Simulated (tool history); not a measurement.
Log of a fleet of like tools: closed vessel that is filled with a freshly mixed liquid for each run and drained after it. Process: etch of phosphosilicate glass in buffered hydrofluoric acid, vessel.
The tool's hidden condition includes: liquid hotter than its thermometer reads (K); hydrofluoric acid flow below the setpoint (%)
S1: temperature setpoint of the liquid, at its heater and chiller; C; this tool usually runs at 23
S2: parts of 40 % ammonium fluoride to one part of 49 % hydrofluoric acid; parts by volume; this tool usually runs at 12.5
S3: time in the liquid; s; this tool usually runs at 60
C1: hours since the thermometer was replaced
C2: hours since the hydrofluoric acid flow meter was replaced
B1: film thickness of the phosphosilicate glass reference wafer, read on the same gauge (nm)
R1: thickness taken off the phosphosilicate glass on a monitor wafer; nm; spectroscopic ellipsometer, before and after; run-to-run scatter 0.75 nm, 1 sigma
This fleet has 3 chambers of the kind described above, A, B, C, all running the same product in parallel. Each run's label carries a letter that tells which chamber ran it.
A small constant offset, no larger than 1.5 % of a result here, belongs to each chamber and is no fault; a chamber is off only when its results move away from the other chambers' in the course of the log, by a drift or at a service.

run,hour,S1,S2,S3,C1,C2,B1,R1
1A,7.4,23,12.5,60,1012.2,966.5,120,194.61
2C,17.6,23,12.5,60,1260.5,158.4,120.01,190.85
3B,23.2,23,12.5,60,881.5,346.3,120.01,193.22
4A,28.4,23,12.5,60,1033.2,987.5,120,194.8
5B,36.1,23,12.5,60,894.4,359.2,119.99,194.04
6C,44.6,23,12.5,60,1287.5,185.4,120,192.01
7A,55.9,27.5,12.5,60,1060.7,1015,119.99,248.12
8C,64.4,27.5,12.5,60,1307.3,205.2,120.01,245.35
9B,70.2,27.5,12.5,60,928.5,393.3,120,247.55
10C,75.3,23,12.5,60,1318.2,216.1,120,192.46
11A,84.7,23,12.5,60,1089.5,1043.8,119.99,194.48
12B,93.6,23,12.5,60,951.9,416.7,120.02,195.02
13C,98.8,23,12.5,60,1341.7,239.6,119.98,192.34
14B,110.3,23,12.5,60,968.6,433.4,119.99,194.18
15A,117.6,23,12.5,60,1122.4,1076.7,120.02,195
16C,124.2,23,12.5,60,1367.1,265,119.99,190.9
17B,131.7,23,12.5,60,990,454.8,120,195.44
18A,143,23,12.5,60,1147.8,1102.1,120.01,195.35
19B,151.6,23,12.5,60,1009.9,474.7,120,195.77
20A,157.3,23,12.5,60,1162.1,1116.4,120.01,193.8
21C,168.3,23,12.5,60,1411.2,309.1,120,191.39
22C,177.7,23,12.5,60,1420.6,318.5,120.02,193.03
23B,188.4,23,12.5,60,1046.7,511.5,120.01,199.36
24A,194.8,23,9,60,1199.6,1153.9,119.99,259.8
25B,201.8,23,9,60,1060.1,524.9,120,264.59
26A,207,23,9,60,1211.8,1166.1,119.99,258.43
27C,212.7,23,12.5,60,1455.6,353.5,120.01,191.94
28B,218,23,12.5,60,1076.3,541.1,119.97,200.69
29A,228.9,23,12.5,60,1233.7,1188,120,194.07

Next, every chamber runs the same settings. What will each give?
30A,237.2,23,12.5,75,,,,?
30B,237.2,23,12.5,75,,,,?
30C,237.2,23,12.5,75,,,,?

run,R1
30A,242.66
30B,250.58
30C,240.23
